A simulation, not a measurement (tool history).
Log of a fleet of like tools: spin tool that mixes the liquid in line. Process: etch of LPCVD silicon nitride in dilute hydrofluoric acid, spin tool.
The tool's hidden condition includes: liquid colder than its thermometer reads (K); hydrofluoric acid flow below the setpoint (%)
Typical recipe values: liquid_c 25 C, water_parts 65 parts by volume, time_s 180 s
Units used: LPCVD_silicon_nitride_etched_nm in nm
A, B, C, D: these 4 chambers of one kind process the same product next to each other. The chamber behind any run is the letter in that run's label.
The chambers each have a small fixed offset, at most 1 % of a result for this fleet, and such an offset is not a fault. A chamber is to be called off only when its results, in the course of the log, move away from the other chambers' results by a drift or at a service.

| run | day | liquid_c | water_parts | time_s | hours since the thermometer was replaced | hours since the hydrofluoric acid flow meter was replaced | read-back film thickness of the LPCVD silicon nitride reference wafer, read on the same gauge (nm) | LPCVD_silicon_nitride_etched_nm |
|---|---|---|---|---|---|---|---|---|
| 1B | 0.233 | 25 | 65 | 180 | 43.5 | 1706.7 | 100.010 | 1.4407 |
| 2C | 0.562 | 25 | 65 | 180 | 915.9 | 251.7 | 100.010 | 1.4069 |
|  | 0.788 | chamber B: hydrofluoric acid flow meter replaced |
| 3A | 0.804 | 25 | 65 | 180 | 326.4 | 389.2 | 99.991 | 1.4675 |
| 4D | 1.079 | 25 | 65 | 180 | 1612.3 | 680.5 | 99.991 | 1.4492 |
| 5C | 1.246 | 25 | 65 | 180 | 932.3 | 268.1 | 99.998 | 1.4496 |
| 6B | 1.517 | 25 | 65 | 180 | 74.3 | 17.6 | 99.990 | 1.4296 |
| 7A | 1.842 | 25 | 65 | 180 | 351.3 | 414.1 | 100.010 | 1.4399 |
| 8D | 2.017 | 25 | 65 | 180 | 1634.8 | 703.0 | 99.990 | 1.4218 |
| 9B | 2.308 | 25 | 65 | 180 | 93.3 | 36.6 | 100.030 | 1.3827 |
| 10C | 2.604 | 25 | 65 | 180 | 964.9 | 300.7 | 100.010 | 1.4071 |
| 11A | 2.900 | 25 | 65 | 180 | 376.7 | 439.5 | 99.997 | 1.4023 |
| 12D | 3.175 | 29 | 80 | 180 | 1662.6 | 730.8 | 100.000 | 1.5009 |
| 13C | 3.367 | 29 | 80 | 180 | 983.2 | 319.0 | 99.975 | 1.5643 |
| 14D | 3.633 | 29 | 80 | 180 | 1673.6 | 741.8 | 100.010 | 1.5316 |
| 15B | 3.912 | 29 | 80 | 180 | 131.8 | 75.1 | 100.000 | 1.5236 |
| 16A | 4.083 | 25 | 65 | 180 | 405.1 | 467.9 | 99.966 | 1.4434 |
| 17B | 4.396 | 25 | 65 | 180 | 143.4 | 86.7 | 100.020 | 1.4400 |
| 18A | 4.558 | 25 | 65 | 180 | 416.5 | 479.3 | 99.991 | 1.4437 |
| 19C | 4.762 | 25 | 65 | 180 | 1016.7 | 352.5 | 100.000 | 1.4457 |
| 20D | 5.100 | 25 | 65 | 180 | 1708.8 | 777.0 | 99.970 | 1.4221 |
| 21B | 5.271 | 25 | 65 | 180 | 164.4 | 107.7 | 99.994 | 1.4612 |
| 22C | 5.533 | 25 | 65 | 180 | 1035.2 | 371.0 | 100.000 | 1.4040 |
| 23A | 5.788 | 28 | 65 | 135 | 446.0 | 508.8 | 100.020 | 1.2883 |
| 24D | 6.033 | 28 | 65 | 135 | 1731.2 | 799.4 | 100.010 | 1.3024 |
| 25D | 6.288 | 28 | 65 | 135 | 1737.3 | 805.5 | 100.040 | 1.3463 |
| 26C | 6.458 | 28 | 65 | 135 | 1057.4 | 393.2 | 99.999 | 1.3216 |
| 27B | 6.671 | 25 | 65 | 180 | 198.0 | 141.3 | 99.972 | 1.4245 |
| 28A | 6.954 | 25 | 65 | 215 | 474.0 | 536.8 | 99.985 | 1.7276 |
| 29C | 7.246 | 25 | 65 | 215 | 1076.3 | 412.1 | 100.020 | 1.6918 |
| 30D | 7.408 | 25 | 65 | 215 | 1764.2 | 832.4 | 100.010 | 1.7267 |
| 31A | 7.583 | 25 | 65 | 215 | 489.1 | 551.9 | 99.980 | 1.7388 |
| 32B | 7.792 | 25 | 65 | 180 | 224.9 | 168.2 | 100.010 | 1.4424 |
| 33B | 8.083 | 25 | 65 | 180 | 231.9 | 175.2 | 99.982 | 1.4565 |
| 34C | 8.412 | 25 | 65 | 180 | 1104.3 | 440.1 | 99.976 | 1.4544 |
| 35D | 8.767 | 25 | 65 | 180 | 1796.8 | 865.0 | 100.030 | 1.4474 |
| 36A | 9.117 | 25 | 65 | 180 | 525.9 | 588.7 | 99.999 | 1.4304 |

Is one chamber off against the others, does the gauge drift, or is nothing wrong? If a chamber is off, say which, and what the likeliest cause is.

Neither any chamber nor the gauge drifts; the chambers differ only by their own small, steady offsets.

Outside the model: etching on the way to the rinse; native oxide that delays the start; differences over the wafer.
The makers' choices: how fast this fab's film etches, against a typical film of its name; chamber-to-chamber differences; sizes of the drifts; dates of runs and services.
